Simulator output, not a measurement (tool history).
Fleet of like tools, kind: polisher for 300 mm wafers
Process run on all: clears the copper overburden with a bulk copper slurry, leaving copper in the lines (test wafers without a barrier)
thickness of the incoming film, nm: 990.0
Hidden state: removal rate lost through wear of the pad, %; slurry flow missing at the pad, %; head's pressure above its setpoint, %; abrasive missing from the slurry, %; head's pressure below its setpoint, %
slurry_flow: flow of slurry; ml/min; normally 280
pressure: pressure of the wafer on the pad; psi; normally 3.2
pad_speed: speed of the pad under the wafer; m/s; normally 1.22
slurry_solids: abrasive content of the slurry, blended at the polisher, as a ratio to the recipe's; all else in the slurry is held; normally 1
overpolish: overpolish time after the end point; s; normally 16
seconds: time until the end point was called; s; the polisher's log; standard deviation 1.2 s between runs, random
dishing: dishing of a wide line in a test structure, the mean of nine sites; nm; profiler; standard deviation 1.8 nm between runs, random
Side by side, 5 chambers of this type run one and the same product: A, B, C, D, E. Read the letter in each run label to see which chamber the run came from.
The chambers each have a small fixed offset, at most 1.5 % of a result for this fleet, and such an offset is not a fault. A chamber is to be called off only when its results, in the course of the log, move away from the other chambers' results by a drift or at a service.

run	hour	slurry_flow	pressure	pad_speed	slurry_solids	overpolish	wafers polished on this pad	hours since the slurry nozzle was cleaned	hours since the head pressure was calibrated	hours since the slurry blender was calibrated	seconds	dishing
# hour 3.9: chamber E: worn pad replaced by a new one
1C	6.4	280	3.2	1.22	1	16	869	513.5	308.8	37	68.46	103.54
2A	17.8	280	3.2	1.22	1	16	222	199.7	143.3	210	70.29	107.38
3B	24.1	280	3.2	1.22	1	16	353	67.9	684.5	103.1	70.192	104.25
4E	30.7	280	3.2	1.22	1	16	295	239.2	1349.4	217.3	69.269	102.48
# hour 33.2: chamber D: worn pad replaced by a new one
# hour 35.9: chamber E: head pressure recalibrated
# hour 39.9: chamber C: worn pad replaced by a new one
5D	41.2	280	3.2	1.6	1	23	89	101.6	302.2	173.8	52.54	130.98
6D	49.3	280	3.2	1.6	1	23	178	109.7	310.3	181.9	53.944	130.92
# hour 57.3: chamber A: worn pad replaced by a new one
# hour 58: chamber B: worn pad replaced by a new one
7C	59.5	280	3.2	1.6	1	23	215	566.6	361.9	90.1	53.557	131.96
8A	65.5	280	3.2	1.6	1	23	90	247.4	191	257.7	52.766	129.9
9E	75.7	280	3.2	1.6	1	23	790	284.2	39.8	262.3	51.5	128.86
10B	83.5	280	3.2	1.22	1	16	281	127.3	743.9	162.5	70.961	103.75
# hour 92.2: chamber C: slurry nozzle cleaned
11E	92.8	280	3.2	1.22	1	16	978	301.3	56.9	279.4	70.018	102.57
12A	102.6	280	3.8	1.22	1	16	498	284.5	228.1	294.8	58.707	115.83
# hour 102.8: chamber B: slurry blender recalibrated
# hour 109.2: chamber D: worn pad replaced by a new one
# hour 110.5: chamber D: slurry blender recalibrated
# hour 111.6: chamber E: worn pad replaced by a new one
# hour 111.9: chamber B: worn pad replaced by a new one
# hour 112.3: chamber A: worn pad replaced by a new one
13C	113.3	280	3.8	1.22	1	16	807	21.1	415.7	143.9	57.791	117.43
14B	119.9	280	3.8	1.22	1	16	88	163.7	780.3	17.2	58.628	116.18
15D	126.9	280	3.8	1.22	1	16	195	187.3	387.9	16.4	57.217	117.37
16B	134.6	280	3.8	1.22	1	16	250	178.4	795	31.9	59.266	115.61
# hour 139.8: chamber C: worn pad replaced by a new one
17C	147.2	280	3.2	1.22	1	16	81	55	449.6	177.8	68.315	103.23
18A	156.2	280	3.2	1.22	1	16	483	338.1	281.7	348.4	69.411	102.79
19D	163.8	280	3.2	1.22	1	16	601	224.2	424.8	53.3	69.464	103.07
# hour 166: chamber B: worn pad replaced by a new one
20E	171.5	280	3.2	1.22	1	16	659	380	135.6	358.1	73.737	101.35
# hour 175.3: chamber A: worn pad replaced by a new one
21C	181.2	280	3.2	0.92	1	16	455	89	483.6	211.8	94.895	87.954
# hour 189.9: chamber D: worn pad replaced by a new one
22E	192.7	280	3.2	0.92	1	16	892	401.2	156.8	379.3	99.777	85.474
23B	199.6	280	3.2	0.92	1	16	370	243.4	860	96.9	89.477	90.652
# hour 201.8: chamber A: slurry blender recalibrated
# hour 205.8: chamber E: slurry nozzle cleaned
24A	205.8	280	3.2	0.92	1	16	335	387.7	331.3	4.1	91.677	89.274
# hour 207.3: chamber E: worn pad replaced by a new one
25D	217.4	280	3.2	0.92	1	16	303	277.8	478.4	106.9	90.766	88.78
26A	227.2	280	3.2	1.22	1	16	571	409.1	352.7	25.5	66.709	106.41
# hour 229.5: chamber B: head pressure recalibrated
# hour 230.9: chamber B: worn pad replaced by a new one
27D	233.2	280	3.2	1.22	1	16	476	293.6	494.2	122.7	69.389	104.29
28B	240.6	280	3.2	1.22	1	16	106	284.4	11.1	137.9	68.955	103.79
# hour 251: chamber C: worn pad replaced by a new one
29C	251.9	280	3.2	1.22	1	25	10	159.7	554.3	282.5	67.281	126.38
30E	259.7	280	3.2	1.22	1	25	577	54	223.8	446.3	76.869	121.52
# hour 263.4: chamber D: worn pad replaced by a new one
31D	268.8	280	3.2	1.22	1	25	59	329.2	529.8	158.3	69.973	125.09
32E	274.7	280	3.2	1.22	1	25	742	69	238.8	461.3	76.045	119.48

Next, every chamber runs the same settings. What will each give?
33A	284.2	280	3.2	1.22	1	16					?	?
33B	284.2	280	3.2	1.22	1	16					?	?
33C	284.2	280	3.2	1.22	1	16					?	?
33D	284.2	280	3.2	1.22	1	16					?	?
33E	284.2	280	3.2	1.22	1	16					?	?

run	seconds	dishing
33A	73.514	103.2
33B	69.758	104.57
33C	68.092	105.75
33D	68.947	105.54
33E	77.303	95.609

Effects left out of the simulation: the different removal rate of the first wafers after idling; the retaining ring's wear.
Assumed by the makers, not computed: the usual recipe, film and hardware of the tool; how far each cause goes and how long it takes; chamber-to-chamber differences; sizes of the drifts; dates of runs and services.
